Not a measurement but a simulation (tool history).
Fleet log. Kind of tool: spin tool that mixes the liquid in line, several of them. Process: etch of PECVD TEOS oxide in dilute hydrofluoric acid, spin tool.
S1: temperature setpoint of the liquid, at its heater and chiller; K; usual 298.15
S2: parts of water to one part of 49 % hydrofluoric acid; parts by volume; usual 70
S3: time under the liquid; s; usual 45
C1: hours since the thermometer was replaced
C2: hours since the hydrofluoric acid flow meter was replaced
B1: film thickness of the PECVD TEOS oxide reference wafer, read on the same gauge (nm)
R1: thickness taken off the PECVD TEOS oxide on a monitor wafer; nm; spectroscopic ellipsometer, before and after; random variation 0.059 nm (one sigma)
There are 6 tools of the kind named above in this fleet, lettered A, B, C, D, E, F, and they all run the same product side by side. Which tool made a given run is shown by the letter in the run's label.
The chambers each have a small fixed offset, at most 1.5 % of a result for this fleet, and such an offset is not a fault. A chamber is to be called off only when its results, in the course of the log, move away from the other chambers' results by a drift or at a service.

Run 1A, hour 9.7: usual settings; C1 915.5; C2 1155.6; B1 149.99. Result: R1 9.5373 nm.
Run 2B, hour 18.9: usual settings; C1 1115; C2 845.9; B1 149.96. Result: R1 9.4341 nm.
Run 3D, hour 29.6: usual settings; C1 1076.2; C2 590.2; B1 150.03. Result: R1 9.3176 nm.
Run 4C, hour 38.4: usual settings; C1 689.2; C2 193.9; B1 150.02. Result: R1 9.2199 nm.
Run 5E, hour 46.8: usual settings; C1 85.2; C2 918.1; B1 149.98. Result: R1 9.4308 nm.
Run 6F, hour 57.6: usual settings but S2 90 parts by volume, S3 65 s; C1 610.8; C2 67.5; B1 150.05. Result: R1 10.384 nm.
Run 7A, hour 71.6: usual settings but S2 90 parts by volume, S3 65 s; C1 977.4; C2 1217.5; B1 150.02. Result: R1 10.407 nm.
Run 8C, hour 80.2: usual settings but S2 90 parts by volume, S3 65 s; C1 731; C2 235.7; B1 149.91. Result: R1 10.035 nm.
Run 9D, hour 88.7: usual settings but S2 90 parts by volume, S3 65 s; C1 1135.3; C2 649.3; B1 150. Result: R1 10.236 nm.
Run 10E, hour 95.7: usual settings but S2 90 parts by volume, S3 65 s; C1 134.1; C2 967; B1 150.01. Result: R1 10.377 nm.
Run 11F, hour 102.5: usual settings but S2 90 parts by volume, S3 65 s; C1 655.7; C2 112.4; B1 150.06. Result: R1 10.437 nm.
Run 12B, hour 109: usual settings; C1 1205.1; C2 936; B1 150.01. Result: R1 9.4149 nm.
Run 13A, hour 117.4: usual settings; C1 1023.2; C2 1263.3; B1 150.01. Result: R1 9.4098 nm.
Run 14F, hour 128.2: usual settings but S3 65 s; C1 681.4; C2 138.1; B1 150.01. Result: R1 13.489 nm.
Run 15C, hour 142.8: usual settings but S3 65 s; C1 793.6; C2 298.3; B1 150. Result: R1 13.294 nm.
At hour 151.6: chamber A: thermometer replaced.
Run 16D, hour 156.1: usual settings but S3 65 s; C1 1202.7; C2 716.7; B1 149.99. Result: R1 13.526 nm.
Run 17B, hour 166.5: usual settings but S3 65 s; C1 1262.6; C2 993.5; B1 150.05. Result: R1 13.491 nm.
Run 18E, hour 175.8: usual settings but S3 65 s; C1 214.2; C2 1047.1; B1 149.97. Result: R1 13.582 nm.
Run 19D, hour 188.6: usual settings but S3 65 s; C1 1235.2; C2 749.2; B1 150.02. Result: R1 13.377 nm.
Run 20F, hour 201.5: usual settings; C1 754.7; C2 211.4; B1 150. Result: R1 9.4654 nm.
Run 21B, hour 210.9: usual settings but S1 302.65 K, S3 35 s; C1 1307; C2 1037.9; B1 150. Result: R1 8.5141 nm.
Run 22A, hour 221.5: usual settings but S1 302.65 K, S3 35 s; C1 69.9; C2 1367.4; B1 150.03. Result: R1 8.6532 nm.
Run 23C, hour 232.8: usual settings but S1 302.65 K, S3 35 s; C1 883.6; C2 388.3; B1 150.02. Result: R1 8.5969 nm.
Run 24E, hour 246.6: usual settings but S1 302.65 K, S3 35 s; C1 285; C2 1117.9; B1 150.04. Result: R1 8.7359 nm.
Run 25B, hour 261.2: usual settings but S1 302.65 K, S3 35 s; C1 1357.3; C2 1088.2; B1 149.99. Result: R1 8.441 nm.
Run 26E, hour 269.1: usual settings but S1 302.65 K, S3 35 s; C1 307.5; C2 1140.4; B1 149.99. Result: R1 8.8012 nm.
Run 27F, hour 280.7: usual settings; C1 833.9; C2 290.6; B1 150. Result: R1 9.4209 nm.
Run 28C, hour 287.3: usual settings but S1 301.65 K, S2 50 parts by volume; C1 938.1; C2 442.8; B1 149.94. Result: R1 15.38 nm.
Run 29D, hour 301.6: usual settings but S1 301.65 K, S2 50 parts by volume; C1 1348.2; C2 862.2; B1 149.99. Result: R1 15.393 nm.
Run 30A, hour 312.7: usual settings but S1 301.65 K, S2 50 parts by volume; C1 161.1; C2 1458.6; B1 149.99. Result: R1 15.426 nm.
Run 31D, hour 322.8: usual settings but S1 301.65 K, S2 50 parts by volume; C1 1369.4; C2 883.4; B1 150.05. Result: R1 15.524 nm.
Run 32E, hour 334.4: usual settings but S1 301.65 K, S2 50 parts by volume; C1 372.8; C2 1205.7; B1 150.02. Result: R1 15.55 nm.
Run 33F, hour 348.3: usual settings but S1 301.65 K, S2 50 parts by volume; C1 901.5; C2 358.2; B1 150.02. Result: R1 15.566 nm.
Run 34C, hour 359.9: usual settings; C1 1010.7; C2 515.4; B1 149.96. Result: R1 9.2318 nm.
Run 35A, hour 367.5: usual settings; C1 215.9; C2 1513.4; B1 149.98. Result: R1 9.3273 nm.
Run 36B, hour 379.3: usual settings; C1 1475.4; C2 1206.3; B1 149.95. Result: R1 8.6777 nm.
Run 37B, hour 387.3: usual settings; C1 1483.4; C2 1214.3; B1 150.02. Result: R1 8.7184 nm.
Run 38C, hour 394.6: usual settings; C1 1045.4; C2 550.1; B1 149.94. Result: R1 9.2964 nm.

What goes on in this fleet: one chamber off, a drifting gauge, or nothing beyond the chambers' own small offsets? Name the chamber and the cause, if any.

It is chamber B that slowly wanders off from its peers.
Most likely cause: hydrofluoric acid flow below the setpoint (%) = 6.97.
Not necessarily distinguishable in this log from: liquid colder than its thermometer reads (K).

Which of the 4 candidates below, each the usual settings with something changed and its results left as question marks, puts chamber B back in line with what the other chambers give on the usual settings?
In line here means within this much of the mean the other chambers give on the usual settings: R1 0.21 nm
Run 39B-1, hour 405.1: usual settings but S1 297.65 K, S2 80 parts by volume. Result: R1 ?.
Run 39B-2, hour 405.1: usual settings but S2 75 parts by volume. Result: R1 ?.
Run 39B-3, hour 405.1: usual settings but S1 302.15 K. Result: R1 ?.
Run 39B-4, hour 405.1: usual settings but S2 65 parts by volume. Result: R1 ?.

Average result of the remaining chambers running the usual settings: R1 9.3528 nm
  run      R1
39B-1  7.3354
39B-2  8.0317
39B-3  10.143
39B-4  9.3867
With 39B-4, the chamber falls back in line with the rest.
